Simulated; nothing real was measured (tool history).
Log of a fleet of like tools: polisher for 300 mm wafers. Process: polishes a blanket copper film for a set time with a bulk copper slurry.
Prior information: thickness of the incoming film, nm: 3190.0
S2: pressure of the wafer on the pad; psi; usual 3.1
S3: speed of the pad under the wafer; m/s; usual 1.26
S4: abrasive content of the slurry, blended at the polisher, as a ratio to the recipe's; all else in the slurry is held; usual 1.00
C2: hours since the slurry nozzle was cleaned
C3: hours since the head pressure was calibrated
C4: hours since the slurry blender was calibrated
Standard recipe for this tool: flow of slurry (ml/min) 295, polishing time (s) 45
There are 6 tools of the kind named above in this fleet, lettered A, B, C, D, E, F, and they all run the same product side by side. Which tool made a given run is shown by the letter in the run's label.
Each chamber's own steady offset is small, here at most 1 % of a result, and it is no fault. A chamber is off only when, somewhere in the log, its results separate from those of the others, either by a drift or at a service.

-- hour=0.6 chamber E: worn pad replaced by a new one
-- hour=7.6 chamber B: worn pad replaced by a new one
-- hour=11.5 chamber E: slurry blender recalibrated
run 1F hour=12.7 | flow_of_slurry_(ml/min)=295 S2=3.1 S3=1.26 S4=1.00 polishing_time_(s)=45 | wafers_polished_on_this_pad=625 C2=154.7 C3=598.4 C4=160.1 | film_removed_(Å)=4792.3
run 2B hour=26.4 | flow_of_slurry_(ml/min)=295 S2=3.1 S3=1.26 S4=1.00 polishing_time_(s)=45 | wafers_polished_on_this_pad=250 C2=160.2 C3=391.2 C4=442.7 | film_removed_(Å)=4922.6
-- hour=38.4 chamber E: slurry nozzle cleaned
run 3C hour=39.2 | flow_of_slurry_(ml/min)=295 S2=3.1 S3=1.26 S4=1.00 polishing_time_(s)=45 | wafers_polished_on_this_pad=806 C2=68.0 C3=414.2 C4=282.5 | film_removed_(Å)=4877.4
-- hour=39.6 chamber D: worn pad replaced by a new one
-- hour=43.8 chamber A: slurry blender recalibrated
-- hour=43.9 chamber D: slurry nozzle cleaned
-- hour=47.3 chamber A: worn pad replaced by a new one
-- hour=47.4 chamber E: head pressure recalibrated
run 4A hour=50.0 | flow_of_slurry_(ml/min)=295 S2=3.1 S3=1.26 S4=1.00 polishing_time_(s)=45 | wafers_polished_on_this_pad=36 C2=218.2 C3=966.8 C4=6.3 | film_removed_(Å)=4933.8
-- hour=53.3 chamber F: worn pad replaced by a new one
run 5E hour=62.3 | flow_of_slurry_(ml/min)=295 S2=3.1 S3=1.26 S4=1.00 polishing_time_(s)=45 | wafers_polished_on_this_pad=821 C2=23.9 C3=14.9 C4=50.9 | film_removed_(Å)=4927.5
-- hour=64.2 chamber C: worn pad replaced by a new one
-- hour=74.8 chamber B: worn pad replaced by a new one
-- hour=75.3 chamber C: slurry blender recalibrated
run 6D hour=76.0 | flow_of_slurry_(ml/min)=295 S2=3.1 S3=1.26 S4=1.00 polishing_time_(s)=45 | wafers_polished_on_this_pad=485 C2=32.1 C3=344.4 C4=331.1 | film_removed_(Å)=4875.4
-- hour=79.4 chamber A: slurry nozzle cleaned
-- hour=80.8 chamber B: slurry nozzle cleaned
-- hour=82.0 chamber E: worn pad replaced by a new one
-- hour=82.7 chamber B: slurry blender recalibrated
run 7C hour=88.4 | flow_of_slurry_(ml/min)=295 S2=3.1 S3=1.26 S4=1.00 polishing_time_(s)=45 | wafers_polished_on_this_pad=322 C2=117.2 C3=463.4 C4=13.1 | film_removed_(Å)=4873.1
run 8A hour=94.6 | flow_of_slurry_(ml/min)=295 S2=3.1 S3=1.26 S4=1.00 polishing_time_(s)=45 | wafers_polished_on_this_pad=630 C2=15.2 C3=1011.4 C4=50.9 | film_removed_(Å)=4926.5
run 9E hour=102.6 | flow_of_slurry_(ml/min)=295 S2=3.1 S3=1.26 S4=1.00 polishing_time_(s)=45 | wafers_polished_on_this_pad=275 C2=64.2 C3=55.2 C4=91.2 | film_removed_(Å)=4872.2
-- hour=111.8 chamber D: worn pad replaced by a new one
run 10B hour=116.3 | flow_of_slurry_(ml/min)=295 S2=3.1 S3=1.26 S4=1.00 polishing_time_(s)=45 | wafers_polished_on_this_pad=553 C2=35.6 C3=481.1 C4=33.6 | film_removed_(Å)=4837.8
run 11F hour=124.5 | flow_of_slurry_(ml/min)=295 S2=3.1 S3=1.26 S4=1.00 polishing_time_(s)=45 | wafers_polished_on_this_pad=948 C2=266.5 C3=710.2 C4=271.9 | film_removed_(Å)=4839.0
-- hour=129.2 chamber A: worn pad replaced by a new one
run 12D hour=134.7 | flow_of_slurry_(ml/min)=295 S2=3.1 S3=1.26 S4=1.00 polishing_time_(s)=45 | wafers_polished_on_this_pad=305 C2=90.8 C3=403.1 C4=389.8 | film_removed_(Å)=4844.1
run 13F hour=147.4 | flow_of_slurry_(ml/min)=295 S2=3.1 S3=1.26 S4=1.00 polishing_time_(s)=45 | wafers_polished_on_this_pad=1253 C2=289.4 C3=733.1 C4=294.8 | film_removed_(Å)=4807.2
-- hour=147.6 chamber C: worn pad replaced by a new one
-- hour=151.8 chamber B: worn pad replaced by a new one
run 14D hour=155.4 | flow_of_slurry_(ml/min)=295 S2=3.1 S3=1.26 S4=1.00 polishing_time_(s)=45 | wafers_polished_on_this_pad=580 C2=111.5 C3=423.8 C4=410.5 | film_removed_(Å)=4881.9
-- hour=165.6 chamber E: worn pad replaced by a new one
-- hour=167.4 chamber F: worn pad replaced by a new one
run 15A hour=169.3 | flow_of_slurry_(ml/min)=295 S2=3.1 S3=1.26 S4=1.00 polishing_time_(s)=45 | wafers_polished_on_this_pad=534 C2=89.9 C3=1086.1 C4=125.6 | film_removed_(Å)=4859.7
-- hour=172.7 chamber E: slurry blender recalibrated
run 16E hour=175.5 | flow_of_slurry_(ml/min)=295 S2=3.1 S3=1.26 S4=1.00 polishing_time_(s)=45 | wafers_polished_on_this_pad=132 C2=137.1 C3=128.1 C4=2.8 | film_removed_(Å)=4911.8
-- hour=179.5 chamber C: slurry nozzle cleaned
-- hour=181.8 chamber D: worn pad replaced by a new one
run 17B hour=182.3 | flow_of_slurry_(ml/min)=230 S2=3.1 S3=1.26 S4=1.00 polishing_time_(s)=45 | wafers_polished_on_this_pad=406 C2=101.6 C3=547.1 C4=99.6 | film_removed_(Å)=4709.6
-- hour=185.7 chamber A: slurry blender recalibrated
-- hour=188.7 chamber F: head pressure recalibrated
-- hour=189.5 chamber B: head pressure recalibrated
run 18C hour=193.6 | flow_of_slurry_(ml/min)=230 S2=3.1 S3=1.26 S4=1.00 polishing_time_(s)=45 | wafers_polished_on_this_pad=612 C2=14.2 C3=568.6 C4=118.3 | film_removed_(Å)=4708.8
run 19B hour=203.0 | flow_of_slurry_(ml/min)=230 S2=3.1 S3=1.26 S4=1.00 polishing_time_(s)=45 | wafers_polished_on_this_pad=681 C2=122.3 C3=13.5 C4=120.3 | film_removed_(Å)=4730.0
-- hour=203.1 chamber A: worn pad replaced by a new one
-- hour=209.3 chamber A: head pressure recalibrated
run 20A hour=210.0 | flow_of_slurry_(ml/min)=230 S2=3.1 S3=1.26 S4=1.00 polishing_time_(s)=45 | wafers_polished_on_this_pad=92 C2=130.6 C3=0.8 C4=24.4 | film_removed_(Å)=4460.5
-- hour=216.9 chamber B: worn pad replaced by a new one
run 21C hour=221.6 | flow_of_slurry_(ml/min)=230 S2=3.1 S3=1.26 S4=1.00 polishing_time_(s)=45 | wafers_polished_on_this_pad=985 C2=42.2 C3=596.6 C4=146.3 | film_removed_(Å)=4705.0
-- hour=223.4 chamber F: slurry blender recalibrated
run 22D hour=231.6 | flow_of_slurry_(ml/min)=230 S2=3.1 S3=1.26 S4=1.00 polishing_time_(s)=45 | wafers_polished_on_this_pad=663 C2=187.7 C3=500.0 C4=486.7 | film_removed_(Å)=4707.9
-- hour=231.7 chamber C: worn pad replaced by a new one
-- hour=233.1 chamber E: worn pad replaced by a new one
-- hour=235.0 chamber D: slurry blender recalibrated
run 23E hour=244.2 | flow_of_slurry_(ml/min)=295 S2=3.1 S3=1.26 S4=0.85 polishing_time_(s)=45 | wafers_polished_on_this_pad=148 C2=205.8 C3=196.8 C4=71.5 | film_removed_(Å)=4712.5
-- hour=248.2 chamber D: worn pad replaced by a new one
run 24F hour=256.1 | flow_of_slurry_(ml/min)=295 S2=3.1 S3=1.26 S4=0.85 polishing_time_(s)=45 | wafers_polished_on_this_pad=1181 C2=398.1 C3=67.5 C4=32.7 | film_removed_(Å)=4622.9
run 25B hour=269.8 | flow_of_slurry_(ml/min)=295 S2=3.1 S3=1.26 S4=0.85 polishing_time_(s)=45 | wafers_polished_on_this_pad=704 C2=189.1 C3=80.3 C4=187.1 | film_removed_(Å)=4670.6
-- hour=272.1 chamber A: worn pad replaced by a new one
-- hour=275.4 chamber F: worn pad replaced by a new one
run 26C hour=282.5 | flow_of_slurry_(ml/min)=295 S2=3.1 S3=1.26 S4=0.85 polishing_time_(s)=45 | wafers_polished_on_this_pad=677 C2=103.1 C3=657.5 C4=207.2 | film_removed_(Å)=4619.1
-- hour=289.7 chamber B: slurry nozzle cleaned
-- hour=290.4 chamber B: worn pad replaced by a new one
run 27D hour=296.0 | flow_of_slurry_(ml/min)=295 S2=3.1 S3=1.26 S4=0.85 polishing_time_(s)=45 | wafers_polished_on_this_pad=637 C2=252.1 C3=564.4 C4=61.0 | film_removed_(Å)=4774.5
-- hour=303.0 chamber E: worn pad replaced by a new one
-- hour=304.7 chamber A: slurry nozzle cleaned
run 28E hour=307.5 | flow_of_slurry_(ml/min)=295 S2=3.1 S3=1.26 S4=0.85 polishing_time_(s)=45 | wafers_polished_on_this_pad=59 C2=269.1 C3=260.1 C4=134.8 | film_removed_(Å)=4706.8
-- hour=310.2 chamber C: worn pad replaced by a new one
run 29F hour=314.0 | flow_of_slurry_(ml/min)=295 S2=3.1 S3=1.26 S4=1.00 polishing_time_(s)=45 | wafers_polished_on_this_pad=514 C2=456.0 C3=125.4 C4=90.6 | film_removed_(Å)=4844.7
-- hour=316.4 chamber A: slurry blender recalibrated
run 30A hour=321.5 | flow_of_slurry_(ml/min)=295 S2=3.1 S3=1.26 S4=1.00 polishing_time_(s)=45 | wafers_polished_on_this_pad=657 C2=16.8 C3=112.3 C4=5.1 | film_removed_(Å)=4572.8
-- hour=325.7 chamber D: worn pad replaced by a new one
run 31F hour=330.8 | flow_of_slurry_(ml/min)=295 S2=3.1 S3=1.26 S4=1.00 polishing_time_(s)=45 | wafers_polished_on_this_pad=738 C2=472.8 C3=142.2 C4=107.4 | film_removed_(Å)=4776.0
-- hour=331.3 chamber D: slurry nozzle cleaned
run 32B hour=343.5 | flow_of_slurry_(ml/min)=295 S2=2.4 S3=1.52 S4=1.00 polishing_time_(s)=45 | wafers_polished_on_this_pad=707 C2=53.9 C3=154.0 C4=260.8 | film_removed_(Å)=4555.6
run 33A hour=352.1 | flow_of_slurry_(ml/min)=295 S2=2.4 S3=1.52 S4=1.00 polishing_time_(s)=45 | wafers_polished_on_this_pad=1064 C2=47.4 C3=142.9 C4=35.7 | film_removed_(Å)=4328.8
-- hour=352.6 chamber E: slurry blender recalibrated
-- hour=353.5 chamber E: slurry nozzle cleaned
run 34D hour=362.7 | flow_of_slurry_(ml/min)=295 S2=2.4 S3=1.52 S4=1.00 polishing_time_(s)=45 | wafers_polished_on_this_pad=492 C2=31.4 C3=631.1 C4=127.7 | film_removed_(Å)=4537.5
run 35E hour=372.9 | flow_of_slurry_(ml/min)=295 S2=2.4 S3=1.52 S4=1.00 polishing_time_(s)=45 | wafers_polished_on_this_pad=930 C2=19.4 C3=325.5 C4=20.3 | film_removed_(Å)=4498.2
run 36C hour=381.6 | flow_of_slurry_(ml/min)=295 S2=2.4 S3=1.52 S4=1.00 polishing_time_(s)=45 | wafers_polished_on_this_pad=951 C2=202.2 C3=756.6 C4=306.3 | film_removed_(Å)=4565.7

Decide between three cases: one chamber stands off from its peers, the gauge reading all wafers drifts, or nothing is wrong past each chamber's small offset. Where a chamber is off, say which and what most likely put it there.

After it was serviced, chamber A no longer matches the other chambers.
Cause: head's pressure below its setpoint, % = 6.19.

Here are 4 candidates for chamber A's next run, each the usual settings with a change, their results left as question marks. Which one brings its results back in line with what the others give on the usual settings?
Maximum distance from the other chambers' mean on the usual settings for a result to count as in line: film removed (Å) 130.0
run 37A-1 hour=391.9 | flow_of_slurry_(ml/min)=295 S2=3.3 S3=1.34 S4=1.00 polishing_time_(s)=45 | film_removed_(Å)=?
run 37A-2 hour=391.9 | flow_of_slurry_(ml/min)=295 S2=3.0 S3=1.26 S4=1.00 polishing_time_(s)=44 | film_removed_(Å)=?
run 37A-3 hour=391.9 | flow_of_slurry_(ml/min)=295 S2=3.1 S3=1.30 S4=1.00 polishing_time_(s)=46 | film_removed_(Å)=?
run 37A-4 hour=391.9 | flow_of_slurry_(ml/min)=295 S2=3.0 S3=1.22 S4=1.00 polishing_time_(s)=43 | film_removed_(Å)=?

The other chambers' mean on the usual settings: film removed (Å) 4835.7
run=37A-1 film_removed_(Å)=5180.4
run=37A-2 film_removed_(Å)=4320.4
run=37A-3 film_removed_(Å)=4819.9
run=37A-4 film_removed_(Å)=4086.4
The answer is 37A-3, which returns the chamber to within the allowed miss of the others.
